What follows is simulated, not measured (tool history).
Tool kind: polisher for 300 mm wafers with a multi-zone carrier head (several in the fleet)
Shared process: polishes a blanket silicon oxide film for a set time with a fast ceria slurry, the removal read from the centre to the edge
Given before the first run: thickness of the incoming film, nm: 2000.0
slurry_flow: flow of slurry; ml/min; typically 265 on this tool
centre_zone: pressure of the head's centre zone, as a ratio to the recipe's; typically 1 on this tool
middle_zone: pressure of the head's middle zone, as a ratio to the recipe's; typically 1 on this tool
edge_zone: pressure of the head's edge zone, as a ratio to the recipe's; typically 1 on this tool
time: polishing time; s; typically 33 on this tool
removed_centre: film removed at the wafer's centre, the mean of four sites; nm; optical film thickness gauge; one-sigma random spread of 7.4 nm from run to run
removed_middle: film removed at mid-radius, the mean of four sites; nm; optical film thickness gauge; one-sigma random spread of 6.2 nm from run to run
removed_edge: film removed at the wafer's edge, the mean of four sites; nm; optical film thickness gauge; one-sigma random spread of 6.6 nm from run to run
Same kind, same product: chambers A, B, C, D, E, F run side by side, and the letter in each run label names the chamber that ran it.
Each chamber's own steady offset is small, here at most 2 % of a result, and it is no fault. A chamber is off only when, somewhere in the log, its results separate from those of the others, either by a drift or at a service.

Run 1E, hour 3.1: usual settings. Result: removed_centre 602.16 nm, removed_middle 605.75 nm, removed_edge 600.21 nm.
Run 2F, hour 8: usual settings. Result: removed_centre 595.64 nm, removed_middle 606.36 nm, removed_edge 600.69 nm.
At hour 8.4: chamber E: edge zone pressure recalibrated.
At hour 9.9: chamber D: worn pad replaced by a new one.
Run 3B, hour 10.9: usual settings. Result: removed_centre 610.29 nm, removed_middle 603.28 nm, removed_edge 611.25 nm.
Run 4D, hour 16.3: usual settings. Result: removed_centre 608.12 nm, removed_middle 603.31 nm, removed_edge 596.48 nm.
Run 5A, hour 20.1: usual settings. Result: removed_centre 603.19 nm, removed_middle 604.31 nm, removed_edge 631.5 nm.
Run 6C, hour 23.5: usual settings. Result: removed_centre 596.91 nm, removed_middle 616.35 nm, removed_edge 611.35 nm.
Run 7E, hour 27.5: usual settings. Result: removed_centre 596.3 nm, removed_middle 594.4 nm, removed_edge 605.43 nm.
At hour 30.5: chamber F: worn pad replaced by a new one.
Run 8A, hour 32: usual settings but middle_zone 0.91. Result: removed_centre 618.56 nm, removed_middle 559.27 nm, removed_edge 617.66 nm.
Run 9D, hour 35.6: usual settings but middle_zone 0.91. Result: removed_centre 596.03 nm, removed_middle 545.53 nm, removed_edge 593.27 nm.
Run 10F, hour 41.3: usual settings but middle_zone 0.91. Result: removed_centre 604.15 nm, removed_middle 552.43 nm, removed_edge 603.87 nm.
At hour 43.3: chamber E: worn pad replaced by a new one.
Run 11C, hour 46.2: usual settings but middle_zone 0.91. Result: removed_centre 597.71 nm, removed_middle 557.58 nm, removed_edge 615.66 nm.
At hour 49.4: chamber C: worn pad replaced by a new one.
Run 12B, hour 50.2: usual settings but middle_zone 0.91. Result: removed_centre 608.19 nm, removed_middle 557.93 nm, removed_edge 612.35 nm.
Run 13A, hour 53: usual settings but middle_zone 0.91. Result: removed_centre 620.61 nm, removed_middle 553.99 nm, removed_edge 620.74 nm.
Run 14C, hour 58.7: usual settings. Result: removed_centre 597.71 nm, removed_middle 615.45 nm, removed_edge 605.27 nm.
At hour 63.3: chamber A: worn pad replaced by a new one.
Run 15B, hour 63.5: usual settings. Result: removed_centre 600.55 nm, removed_middle 595.73 nm, removed_edge 592.14 nm.
Run 16F, hour 66.6: usual settings. Result: removed_centre 618.82 nm, removed_middle 592.39 nm, removed_edge 604.78 nm.
Run 17D, hour 69.4: usual settings. Result: removed_centre 589.04 nm, removed_middle 604.49 nm, removed_edge 602.3 nm.
At hour 71.2: chamber D: worn pad replaced by a new one.
Run 18E, hour 72.3: usual settings. Result: removed_centre 607.25 nm, removed_middle 601.69 nm, removed_edge 588.84 nm.
Run 19B, hour 76.8: usual settings. Result: removed_centre 598.39 nm, removed_middle 585.86 nm, removed_edge 582.87 nm.
Run 20C, hour 79.4: usual settings. Result: removed_centre 593.13 nm, removed_middle 610.04 nm, removed_edge 599.25 nm.
Run 21E, hour 82.5: usual settings. Result: removed_centre 602.48 nm, removed_middle 599.8 nm, removed_edge 607.93 nm.
At hour 83.2: chamber F: worn pad replaced by a new one.
At hour 85.9: chamber F: centre zone pressure recalibrated.
Run 22A, hour 86.9: usual settings but slurry_flow 340 ml/min, centre_zone 0.9. Result: removed_centre 568.53 nm, removed_middle 636.17 nm, removed_edge 624.38 nm.
Run 23D, hour 92: usual settings but slurry_flow 340 ml/min, centre_zone 0.9. Result: removed_centre 548.35 nm, removed_middle 616.1 nm, removed_edge 614.03 nm.
Run 24F, hour 94.8: usual settings but slurry_flow 340 ml/min, centre_zone 0.9. Result: removed_centre 554.29 nm, removed_middle 623.06 nm, removed_edge 615.37 nm.
Run 25B, hour 98.9: usual settings but slurry_flow 340 ml/min, centre_zone 0.9. Result: removed_centre 523.48 nm, removed_middle 593.05 nm, removed_edge 577.64 nm.
Run 26F, hour 102.2: usual settings but slurry_flow 340 ml/min, centre_zone 0.9. Result: removed_centre 548.17 nm, removed_middle 614.36 nm, removed_edge 608.33 nm.
Run 27D, hour 106.7: usual settings but slurry_flow 340 ml/min, centre_zone 0.9. Result: removed_centre 545.35 nm, removed_middle 604.08 nm, removed_edge 609.44 nm.
Run 28E, hour 111.8: usual settings. Result: removed_centre 614.91 nm, removed_middle 594.78 nm, removed_edge 587.09 nm.
Run 29C, hour 117.3: usual settings. Result: removed_centre 607.12 nm, removed_middle 615.18 nm, removed_edge 608.79 nm.
Run 30A, hour 121: usual settings but slurry_flow 185 ml/min, time 44 s. Result: removed_centre 755.89 nm, removed_middle 770.92 nm, removed_edge 786.41 nm.
At hour 125.5: chamber E: worn pad replaced by a new one.
Run 31B, hour 126.4: usual settings but slurry_flow 185 ml/min, time 44 s. Result: removed_centre 717.8 nm, removed_middle 708.38 nm, removed_edge 716.33 nm.
Run 32F, hour 130.1: usual settings but slurry_flow 185 ml/min, time 44 s. Result: removed_centre 771 nm, removed_middle 758.03 nm, removed_edge 783.34 nm.
Run 33C, hour 134.4: usual settings but slurry_flow 185 ml/min, time 44 s. Result: removed_centre 766.18 nm, removed_middle 765 nm, removed_edge 778.75 nm.
At hour 135.4: chamber D: worn pad replaced by a new one.
Run 34D, hour 137.1: usual settings but slurry_flow 185 ml/min, time 44 s. Result: removed_centre 730.17 nm, removed_middle 775.14 nm, removed_edge 764.69 nm.
At hour 138.1: chamber F: worn pad replaced by a new one.
Run 35E, hour 141.6: usual settings but slurry_flow 185 ml/min, time 44 s. Result: removed_centre 762.65 nm, removed_middle 766.46 nm, removed_edge 772.19 nm.
Run 36A, hour 145.3: usual settings. Result: removed_centre 597.93 nm, removed_middle 597.88 nm, removed_edge 600.35 nm.
Run 37A, hour 148.3: usual settings. Result: removed_centre 603.35 nm, removed_middle 614.92 nm, removed_edge 603.45 nm.
At hour 150.3: chamber C: worn pad replaced by a new one.
Run 38C, hour 152.3: usual settings. Result: removed_centre 584.87 nm, removed_middle 611.89 nm, removed_edge 619.7 nm.
Run 39F, hour 157.1: usual settings. Result: removed_centre 602.06 nm, removed_middle 603.88 nm, removed_edge 594.52 nm.

Read the log: is a single chamber off, either drifting away or since a service, is the gauge that measures every chamber drifting, or is nothing wrong beyond small per-chamber offsets? Name any odd chamber and what most likely caused it.

Chamber B drifts away from the others.
Likeliest cause: removal rate lost through wear of the pad, % = 11.5.

Which of the 4 candidates below, each the usual settings with something changed and its results left as question marks, puts chamber B back in line with what the other chambers give on the usual settings?
In-line tolerance around the mean of the other chambers on the usual settings: removed_centre 26 nm; removed_middle 22 nm; removed_edge 23 nm
Run 40B-1, hour 161.2: usual settings but slurry_flow 270 ml/min, centre_zone 0.97, edge_zone 1.03, time 42 s. Result: removed_centre ?, removed_middle ?, removed_edge ?.
Run 40B-2, hour 161.2: usual settings but centre_zone 1.03, edge_zone 0.98, time 26 s. Result: removed_centre ?, removed_middle ?, removed_edge ?.
Run 40B-3, hour 161.2: usual settings but centre_zone 0.99, edge_zone 1.01, time 37 s. Result: removed_centre ?, removed_middle ?, removed_edge ?.
Run 40B-4, hour 161.2: usual settings but centre_zone 1.01, edge_zone 0.99, time 29 s. Result: removed_centre ?, removed_middle ?, removed_edge ?.

On the usual settings, the other chambers give on average: removed_centre 600.6 nm; removed_middle 604.95 nm; removed_edge 603.96 nm
  run  removed_centre  removed_middle  removed_edge
40B-1          661.34          684.47        690.26
40B-2          436.03          422.75        415.76
40B-3          594.37          601.71        600.96
40B-4           476.1          471.57        466.17
Change 40B-3 lands the chamber within the allowed miss of the other chambers.
